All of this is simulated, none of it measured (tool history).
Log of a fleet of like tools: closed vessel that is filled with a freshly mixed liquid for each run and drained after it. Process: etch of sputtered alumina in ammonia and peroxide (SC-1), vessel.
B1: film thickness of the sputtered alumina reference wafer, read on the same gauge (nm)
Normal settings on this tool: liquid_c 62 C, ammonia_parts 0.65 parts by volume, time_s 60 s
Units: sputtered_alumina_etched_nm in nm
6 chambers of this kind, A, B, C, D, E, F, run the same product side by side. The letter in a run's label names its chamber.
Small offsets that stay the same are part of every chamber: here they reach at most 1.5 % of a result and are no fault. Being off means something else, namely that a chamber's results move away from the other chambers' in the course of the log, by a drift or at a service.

run 1B day=0.204 | liquid_c=62 ammonia_parts=0.65 time_s=60 | B1=60.002 | sputtered_alumina_etched_nm=8.9077
run 2C day=0.571 | liquid_c=62 ammonia_parts=0.65 time_s=60 | B1=60.019 | sputtered_alumina_etched_nm=8.9229
-- day=0.929 chamber A: new drum of ammonia solution connected
run 3F day=0.988 | liquid_c=62 ammonia_parts=0.65 time_s=60 | B1=60.023 | sputtered_alumina_etched_nm=8.8929
run 4E day=1.388 | liquid_c=62 ammonia_parts=0.65 time_s=60 | B1=59.966 | sputtered_alumina_etched_nm=8.5906
run 5D day=1.746 | liquid_c=62 ammonia_parts=0.65 time_s=60 | B1=60.003 | sputtered_alumina_etched_nm=8.6318
run 6A day=1.933 | liquid_c=62 ammonia_parts=0.65 time_s=60 | B1=60.003 | sputtered_alumina_etched_nm=8.7346
run 7C day=2.358 | liquid_c=62 ammonia_parts=0.65 time_s=60 | B1=59.986 | sputtered_alumina_etched_nm=8.912
-- day=2.462 chamber E: ammonia flow meter replaced
-- day=2.533 chamber D: ammonia flow meter replaced
run 8D day=2.571 | liquid_c=62 ammonia_parts=0.65 time_s=60 | B1=59.985 | sputtered_alumina_etched_nm=8.6786
-- day=2.712 chamber E: new drum of ammonia solution connected
run 9F day=2.921 | liquid_c=62 ammonia_parts=0.65 time_s=60 | B1=59.994 | sputtered_alumina_etched_nm=8.9219
run 10E day=3.192 | liquid_c=62 ammonia_parts=0.65 time_s=60 | B1=60.001 | sputtered_alumina_etched_nm=8.8608
run 11B day=3.575 | liquid_c=62 ammonia_parts=0.65 time_s=60 | B1=60 | sputtered_alumina_etched_nm=8.9563
run 12A day=3.767 | liquid_c=62 ammonia_parts=0.65 time_s=60 | B1=60.012 | sputtered_alumina_etched_nm=8.7165
run 13A day=4.008 | liquid_c=62 ammonia_parts=0.65 time_s=60 | B1=59.98 | sputtered_alumina_etched_nm=8.6962
-- day=4.312 chamber C: ammonia flow meter replaced
run 14C day=4.338 | liquid_c=62 ammonia_parts=0.65 time_s=60 | B1=59.987 | sputtered_alumina_etched_nm=8.8811
-- day=4.696 chamber E: thermometer replaced
run 15F day=4.733 | liquid_c=62 ammonia_parts=0.65 time_s=60 | B1=60.016 | sputtered_alumina_etched_nm=8.6826
run 16E day=5.133 | liquid_c=62 ammonia_parts=0.65 time_s=60 | B1=59.994 | sputtered_alumina_etched_nm=8.7978
run 17B day=5.542 | liquid_c=62 ammonia_parts=0.65 time_s=60 | B1=60.008 | sputtered_alumina_etched_nm=9.0216
run 18D day=5.779 | liquid_c=53 ammonia_parts=0.4 time_s=60 | B1=59.985 | sputtered_alumina_etched_nm=5.0731
run 19F day=6.083 | liquid_c=53 ammonia_parts=0.4 time_s=60 | B1=59.999 | sputtered_alumina_etched_nm=5.3164
run 20C day=6.412 | liquid_c=53 ammonia_parts=0.4 time_s=60 | B1=59.998 | sputtered_alumina_etched_nm=5.3037
run 21E day=6.712 | liquid_c=53 ammonia_parts=0.4 time_s=60 | B1=59.996 | sputtered_alumina_etched_nm=5.2845
run 22D day=6.992 | liquid_c=53 ammonia_parts=0.4 time_s=60 | B1=60.001 | sputtered_alumina_etched_nm=5.2877
run 23B day=7.229 | liquid_c=53 ammonia_parts=0.4 time_s=60 | B1=60.039 | sputtered_alumina_etched_nm=5.2539
run 24A day=7.529 | liquid_c=62 ammonia_parts=0.65 time_s=60 | B1=59.991 | sputtered_alumina_etched_nm=8.8201
-- day=7.696 chamber F: new drum of ammonia solution connected
run 25B day=7.717 | liquid_c=62 ammonia_parts=0.65 time_s=60 | B1=60.014 | sputtered_alumina_etched_nm=8.9153
run 26D day=8.012 | liquid_c=62 ammonia_parts=0.65 time_s=60 | B1=60.005 | sputtered_alumina_etched_nm=8.6583
run 27F day=8.317 | liquid_c=62 ammonia_parts=0.65 time_s=60 | B1=59.979 | sputtered_alumina_etched_nm=8.8711
run 28C day=8.733 | liquid_c=62 ammonia_parts=0.65 time_s=60 | B1=60.014 | sputtered_alumina_etched_nm=9.0194
run 29A day=8.925 | liquid_c=62 ammonia_parts=0.65 time_s=60 | B1=60.024 | sputtered_alumina_etched_nm=8.828
run 30E day=9.225 | liquid_c=57.5 ammonia_parts=0.65 time_s=75 | B1=60.023 | sputtered_alumina_etched_nm=8.7819
run 31C day=9.592 | liquid_c=57.5 ammonia_parts=0.65 time_s=75 | B1=60.009 | sputtered_alumina_etched_nm=9.2896
run 32B day=9.792 | liquid_c=57.5 ammonia_parts=0.65 time_s=75 | B1=59.989 | sputtered_alumina_etched_nm=8.7858
-- day=9.871 chamber A: ammonia flow meter replaced
run 33A day=10.217 | liquid_c=57.5 ammonia_parts=0.65 time_s=75 | B1=59.986 | sputtered_alumina_etched_nm=8.6237
run 34E day=10.583 | liquid_c=57.5 ammonia_parts=0.65 time_s=75 | B1=60.017 | sputtered_alumina_etched_nm=8.7097
run 35F day=10.838 | liquid_c=57.5 ammonia_parts=0.65 time_s=75 | B1=59.994 | sputtered_alumina_etched_nm=8.8318
-- day=10.958 chamber B: new drum of ammonia solution connected
run 36D day=11.088 | liquid_c=62 ammonia_parts=0.8 time_s=40 | B1=59.991 | sputtered_alumina_etched_nm=6.0054
run 37D day=11.283 | liquid_c=62 ammonia_parts=0.8 time_s=40 | B1=60.011 | sputtered_alumina_etched_nm=5.9411
run 38F day=11.688 | liquid_c=62 ammonia_parts=0.8 time_s=40 | B1=59.99 | sputtered_alumina_etched_nm=6.0124
run 39B day=11.979 | liquid_c=62 ammonia_parts=0.8 time_s=40 | B1=59.986 | sputtered_alumina_etched_nm=6.1369
run 40E day=12.267 | liquid_c=62 ammonia_parts=0.8 time_s=40 | B1=59.982 | sputtered_alumina_etched_nm=5.9968
run 41A day=12.621 | liquid_c=62 ammonia_parts=0.8 time_s=40 | B1=59.997 | sputtered_alumina_etched_nm=6.0432
run 42C day=13.008 | liquid_c=62 ammonia_parts=0.65 time_s=60 | B1=59.964 | sputtered_alumina_etched_nm=9.4014

Is one chamber off against the others, does the gauge drift, or is nothing wrong? If a chamber is off, say which, and what the likeliest cause is.

One chamber, C, drifts off from the rest bit by bit.
Likeliest cause: liquid hotter than its thermometer reads (K) = 1.58.

Which of the 4 candidates below, each the usual settings with something changed and its results left as question marks, puts chamber C back in line with what the other chambers give on the usual settings?
Counts as in line when no further than this from what the other chambers average on the usual settings: sputtered_alumina_etched_nm 0.29 nm
run 43C-1 day=13.317 | liquid_c=63 ammonia_parts=0.65 time_s=65 | sputtered_alumina_etched_nm=?
run 43C-2 day=13.317 | liquid_c=63.5 ammonia_parts=0.65 time_s=60 | sputtered_alumina_etched_nm=?
run 43C-3 day=13.317 | liquid_c=62 ammonia_parts=0.65 time_s=55 | sputtered_alumina_etched_nm=?
run 43C-4 day=13.317 | liquid_c=61 ammonia_parts=0.65 time_s=55 | sputtered_alumina_etched_nm=?

Mean of the other chambers on the usual settings: sputtered_alumina_etched_nm 8.8203 nm
run=43C-1 sputtered_alumina_etched_nm=10.944
run=43C-2 sputtered_alumina_etched_nm=10.361
run=43C-3 sputtered_alumina_etched_nm=8.8047
run=43C-4 sputtered_alumina_etched_nm=8.3644
Change 43C-3 lands the chamber within the allowed miss of the other chambers.

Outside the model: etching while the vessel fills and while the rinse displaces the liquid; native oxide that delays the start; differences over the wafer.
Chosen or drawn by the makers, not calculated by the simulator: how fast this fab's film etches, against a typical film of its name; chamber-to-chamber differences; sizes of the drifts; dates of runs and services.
